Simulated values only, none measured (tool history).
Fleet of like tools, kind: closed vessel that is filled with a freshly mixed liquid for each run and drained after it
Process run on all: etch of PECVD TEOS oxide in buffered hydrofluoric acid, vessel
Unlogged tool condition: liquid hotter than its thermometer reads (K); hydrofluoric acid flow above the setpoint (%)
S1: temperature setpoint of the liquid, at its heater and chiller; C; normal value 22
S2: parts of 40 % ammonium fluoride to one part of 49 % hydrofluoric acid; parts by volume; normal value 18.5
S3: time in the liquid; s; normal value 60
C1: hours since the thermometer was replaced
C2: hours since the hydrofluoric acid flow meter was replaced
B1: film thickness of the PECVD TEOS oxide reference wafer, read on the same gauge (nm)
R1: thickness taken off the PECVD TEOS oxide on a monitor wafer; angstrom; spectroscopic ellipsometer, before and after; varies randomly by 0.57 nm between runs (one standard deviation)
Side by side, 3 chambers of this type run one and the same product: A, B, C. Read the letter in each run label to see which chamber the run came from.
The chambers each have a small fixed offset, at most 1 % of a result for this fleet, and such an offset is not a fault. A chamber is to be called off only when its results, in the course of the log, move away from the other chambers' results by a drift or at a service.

{"run": "1C", "hour": 10.5, "S1": 22, "S2": 18.5, "S3": 60, "C1": 224.7, "C2": 344.5, "B1": 120.0, "R1": 818.72}
{"run": "2A", "hour": 23.4, "S1": 22, "S2": 18.5, "S3": 60, "C1": 1472.2, "C2": 459.3, "B1": 119.96, "R1": 838.95}
{"run": "3B", "hour": 33.6, "S1": 22, "S2": 18.5, "S3": 60, "C1": 714.2, "C2": 176.5, "B1": 120.0, "R1": 843.13}
{"run": "4B", "hour": 46.2, "S1": 22, "S2": 18.5, "S3": 60, "C1": 726.8, "C2": 189.1, "B1": 120.05, "R1": 830.35}
{"run": "5C", "hour": 57.8, "S1": 22, "S2": 18.5, "S3": 60, "C1": 272.0, "C2": 391.8, "B1": 120.01, "R1": 827.14}
{"run": "6A", "hour": 70.4, "S1": 22, "S2": 18.5, "S3": 60, "C1": 1519.2, "C2": 506.3, "B1": 120.03, "R1": 839.7}
{"run": "7C", "hour": 80.9, "S1": 22, "S2": 18.5, "S3": 60, "C1": 295.1, "C2": 414.9, "B1": 120.05, "R1": 830.78}
{"run": "8B", "hour": 88.6, "S1": 22, "S2": 18.5, "S3": 60, "C1": 769.2, "C2": 231.5, "B1": 119.97, "R1": 840.97}
{"run": "9A", "hour": 95.4, "S1": 22, "S2": 18.5, "S3": 60, "C1": 1544.2, "C2": 531.3, "B1": 120.01, "R1": 842.77}
{"run": "10B", "hour": 108.4, "S1": 22, "S2": 18.5, "S3": 60, "C1": 789.0, "C2": 251.3, "B1": 120.01, "R1": 846.69}
{"run": "11C", "hour": 119.9, "S1": 22, "S2": 18.5, "S3": 60, "C1": 334.1, "C2": 453.9, "B1": 120.04, "R1": 828.67}
{"run": "12A", "hour": 129.6, "S1": 22, "S2": 18.5, "S3": 60, "C1": 1578.4, "C2": 565.5, "B1": 119.94, "R1": 843.27}
{"run": "13A", "hour": 141.7, "S1": 18, "S2": 18.5, "S3": 75, "C1": 1590.5, "C2": 577.6, "B1": 120.05, "R1": 834.17}
{"run": "14C", "hour": 153.8, "S1": 18, "S2": 18.5, "S3": 75, "C1": 368.0, "C2": 487.8, "B1": 120.0, "R1": 832.77}
{"run": "15B", "hour": 166.8, "S1": 18, "S2": 18.5, "S3": 75, "C1": 847.4, "C2": 309.7, "B1": 119.99, "R1": 836.37}
{"run": "16A", "hour": 178.0, "S1": 22, "S2": 18.5, "S3": 60, "C1": 1626.8, "C2": 613.9, "B1": 119.98, "R1": 839.46}
{"run": "17B", "hour": 185.5, "S1": 22, "S2": 18.5, "S3": 60, "C1": 866.1, "C2": 328.4, "B1": 120.05, "R1": 838.97}
{"run": "18C", "hour": 195.1, "S1": 25, "S2": 22.0, "S3": 60, "C1": 409.3, "C2": 529.1, "B1": 119.98, "R1": 855.27}
{"run": "19C", "hour": 206.7, "S1": 25, "S2": 22.0, "S3": 60, "C1": 420.9, "C2": 540.7, "B1": 120.01, "R1": 858.71}
{"run": "20B", "hour": 215.4, "S1": 25, "S2": 22.0, "S3": 60, "C1": 896.0, "C2": 358.3, "B1": 120.03, "R1": 853.23}
{"run": "21A", "hour": 224.1, "S1": 22, "S2": 18.5, "S3": 60, "C1": 1672.9, "C2": 660.0, "B1": 120.01, "R1": 834.29}
{"run": "22B", "hour": 232.4, "S1": 22, "S2": 18.5, "S3": 60, "C1": 913.0, "C2": 375.3, "B1": 119.98, "R1": 829.23}

Does one chamber stand apart from the rest, does the shared gauge drift, or is all well apart from small per-chamber offsets? Give the chamber and the most likely cause, where there is one.

Beyond each chamber's small constant offset nothing stands out, and the gauge stays steady.

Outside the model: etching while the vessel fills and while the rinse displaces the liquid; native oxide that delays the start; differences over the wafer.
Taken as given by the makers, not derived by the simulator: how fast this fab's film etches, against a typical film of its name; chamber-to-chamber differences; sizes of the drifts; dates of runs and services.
